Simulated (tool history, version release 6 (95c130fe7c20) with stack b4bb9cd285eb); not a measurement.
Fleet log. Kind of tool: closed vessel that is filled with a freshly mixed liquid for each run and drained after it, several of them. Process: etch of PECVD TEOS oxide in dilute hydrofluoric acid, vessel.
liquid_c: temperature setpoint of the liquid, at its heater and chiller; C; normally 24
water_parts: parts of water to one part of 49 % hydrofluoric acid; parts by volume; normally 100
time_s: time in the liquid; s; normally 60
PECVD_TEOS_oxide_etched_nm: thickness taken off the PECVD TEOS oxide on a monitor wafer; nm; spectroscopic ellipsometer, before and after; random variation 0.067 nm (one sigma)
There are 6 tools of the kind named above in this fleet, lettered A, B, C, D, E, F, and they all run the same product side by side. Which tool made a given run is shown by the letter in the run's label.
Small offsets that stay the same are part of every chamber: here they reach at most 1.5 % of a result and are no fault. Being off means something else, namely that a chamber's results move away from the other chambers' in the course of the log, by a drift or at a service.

run	hour	liquid_c	water_parts	time_s	read-back film thickness of the PECVD TEOS oxide reference wafer, read on the same gauge (nm)	PECVD_TEOS_oxide_etched_nm
1C	4.3	24	100	60	140	9.4896
2E	8.6	24	100	60	140.01	9.5492
3B	12	24	100	60	139.96	9.439
4F	15.8	24	100	60	140.01	9.4687
5D	18.8	24	130	30	140.05	3.5125
6A	21.2	24	130	30	139.99	3.4892
7C	23.6	24	130	30	139.93	3.5277
8B	26.1	24	130	30	139.98	3.5057
9D	28.6	24	130	30	139.97	3.4875
10E	30.9	24	130	30	140.02	3.4831
11A	33.7	24	100	60	139.96	9.5163
12F	36.1	24	100	60	139.98	9.5771
13D	38.9	24	100	75	139.99	11.855
14C	43.1	24	100	75	139.98	11.861
15F	47.3	24	100	75	140.03	11.87
16E	50.6	24	100	75	139.97	11.987
17B	54.1	24	100	75	139.99	11.814
18A	57.6	24	100	75	140.02	12.071
19C	61.9	24	100	60	139.97	9.613
20D	66.5	24	100	60	140.02	9.4875
21E	68.5	24	100	60	140	9.5021
22F	72.8	24	100	60	140.01	9.6943
# hour 74.7: chamber D: thermometer replaced
23A	76.3	24	100	60	140	9.5485
24B	78.6	27.5	60	60	139.96	19.029
25E	82.8	27.5	60	60	140.03	19.282
26A	86.1	27.5	60	60	139.96	19.482
27D	89.9	27.5	60	60	139.98	19.226
28B	92.9	27.5	60	60	140.02	19.077
29C	95.5	27.5	60	60	140	19.057
30F	98.4	28	75	60	139.98	15.812
31D	102.9	28	75	60	140	15.19
32C	107.6	28	75	60	140.01	15.378
33B	110.3	28	75	60	139.96	15.459
34A	113.8	28	75	60	140	15.484
35E	118	28	75	60	140	15.693
36F	121.6	24	100	60	140.01	9.83
37E	125.9	24	100	60	139.99	9.5176
38F	129.3	24	100	60	140	10.031
39D	131.8	24	100	60	140.02	9.4105
40C	135.8	24	100	60	139.96	9.5272
41A	140	27.5	100	60	139.97	10.766

Which is it: a chamber that has drifted or been left off by a service, a gauge drift common to all chambers, or only each chamber's usual small offset? If a chamber is off, name it and its likeliest cause.

One chamber, F, drifts off from the rest bit by bit.
Most likely cause: liquid hotter than its thermometer reads (K) = 1.45.
It could be hard to tell apart here from: hydrofluoric acid flow above the setpoint (%).

Below are 4 candidate recipes for chamber F's next run, each the usual settings with a change, their results shown as question marks. Which of them brings F's results back in line with what the other chambers give on the usual settings?
In line means no further than this from the other chambers' mean on the usual settings: PECVD_TEOS_oxide_etched_nm 0.23 nm
42F-1	143.4	24	95	60		?
42F-2	143.4	24.5	100	60		?
42F-3	143.4	23.5	100	60		?
42F-4	143.4	24	105	60		?

Mean of the other chambers on the usual settings: PECVD_TEOS_oxide_etched_nm 9.4723 nm
run	PECVD_TEOS_oxide_etched_nm
42F-1	10.674
42F-2	10.27
42F-3	9.8767
42F-4	9.5289
Change 42F-4 lands the chamber within the allowed miss of the other chambers.
